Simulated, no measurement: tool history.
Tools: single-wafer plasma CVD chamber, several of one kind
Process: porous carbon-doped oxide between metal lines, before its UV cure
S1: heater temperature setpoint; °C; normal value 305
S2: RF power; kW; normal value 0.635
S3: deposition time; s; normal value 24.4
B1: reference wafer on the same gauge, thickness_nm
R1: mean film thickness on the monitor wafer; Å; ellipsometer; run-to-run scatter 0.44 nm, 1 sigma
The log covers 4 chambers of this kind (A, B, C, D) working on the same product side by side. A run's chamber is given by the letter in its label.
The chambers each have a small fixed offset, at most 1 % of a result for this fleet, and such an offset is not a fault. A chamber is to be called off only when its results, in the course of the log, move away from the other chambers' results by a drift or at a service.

Run 1B, day 0.333: usual settings; B1 123.03. Result: R1 1511.1 Å.
Run 2A, day 0.700: usual settings; B1 123.06. Result: R1 1510.5 Å.
Run 3C, day 1.283: usual settings; B1 122.98. Result: R1 1507.2 Å.
Run 4D, day 1.721: usual settings; B1 122.93. Result: R1 1512.6 Å.
Run 5B, day 2.096: usual settings; B1 122.95. Result: R1 1510.3 Å.
Run 6A, day 2.475: usual settings; B1 122.96. Result: R1 1489.3 Å.
At day 2.492: chamber A: RF generator calibrated.
Run 7C, day 2.792: usual settings; B1 122.95. Result: R1 1512.8 Å.
Run 8D, day 3.283: usual settings; B1 123.02. Result: R1 1508.9 Å.
At day 3.829: chamber B: thermocouple changed; heater temperature recalibrated.
Run 9B, day 3.904: usual settings but S1 318 °C; B1 122.90. Result: R1 1413.7 Å.
Run 10A, day 4.467: usual settings but S1 318 °C; B1 123.03. Result: R1 1404.4 Å.
Run 11D, day 4.883: usual settings but S1 318 °C; B1 122.91. Result: R1 1408.7 Å.
Run 12C, day 5.521: usual settings but S1 318 °C; B1 123.04. Result: R1 1404.6 Å.
Run 13A, day 6.058: usual settings; B1 122.99. Result: R1 1506.5 Å.
Run 14C, day 6.362: usual settings but S1 319 °C, S2 0.735 kW; B1 123.00. Result: R1 1529.6 Å.
Run 15D, day 6.808: usual settings but S1 319 °C, S2 0.735 kW; B1 123.13. Result: R1 1547.9 Å.
Run 16B, day 7.246: usual settings but S1 319 °C, S2 0.735 kW; B1 123.04. Result: R1 1546.3 Å.
Run 17C, day 7.646: usual settings but S1 319 °C, S2 0.735 kW; B1 122.95. Result: R1 1523.3 Å.
Run 18B, day 7.962: usual settings; B1 123.07. Result: R1 1519.3 Å.
Run 19D, day 8.525: usual settings; B1 123.03. Result: R1 1520.0 Å.
Run 20A, day 9.154: usual settings; B1 122.97. Result: R1 1507.2 Å.
Run 21B, day 9.675: usual settings but S1 295 °C; B1 122.96. Result: R1 1604.6 Å.
Run 22A, day 10.021: usual settings but S1 295 °C; B1 122.96. Result: R1 1587.8 Å.
Run 23D, day 10.504: usual settings but S1 295 °C; B1 122.94. Result: R1 1603.1 Å.
Run 24C, day 10.967: usual settings but S1 295 °C; B1 122.91. Result: R1 1554.3 Å.

Is one chamber off against the others, does the gauge drift, or is nothing wrong? If a chamber is off, say which, and what the likeliest cause is.

One chamber, C, drifts off from the rest bit by bit.
Cause: wafer temperature above the value expected at the setpoint (K) = 5.63.
The log might look much the same if the cause were instead: delivered RF power below the setpoint (%).

Chamber C could run next with any of the 4 candidate recipes listed below; each alters the usual settings, and their results appear as question marks. Which one brings its results back in line with what the other chambers deliver on the usual settings?
Maximum distance from the other chambers' mean on the usual settings for a result to count as in line: R1 15.0 Å
Run 25C-1, day 11.442: usual settings but S2 0.645 kW, S3 25.0 s. Result: R1 ?.
Run 25C-2, day 11.442: usual settings but S1 306 °C, S2 0.625 kW, S3 23.9 s. Result: R1 ?.
Run 25C-3, day 11.442: usual settings but S2 0.640 kW, S3 24.6 s. Result: R1 ?.
Run 25C-4, day 11.442: usual settings but S2 0.630 kW, S3 24.2 s. Result: R1 ?.

Usual-settings mean across the other chambers: R1 1511.7 Å
  run      R1
25C-1  1511.4
25C-2  1410.0
25C-3  1480.4
25C-4  1442.2
The right change is 25C-1: it brings the chamber back within the allowed miss of the others.

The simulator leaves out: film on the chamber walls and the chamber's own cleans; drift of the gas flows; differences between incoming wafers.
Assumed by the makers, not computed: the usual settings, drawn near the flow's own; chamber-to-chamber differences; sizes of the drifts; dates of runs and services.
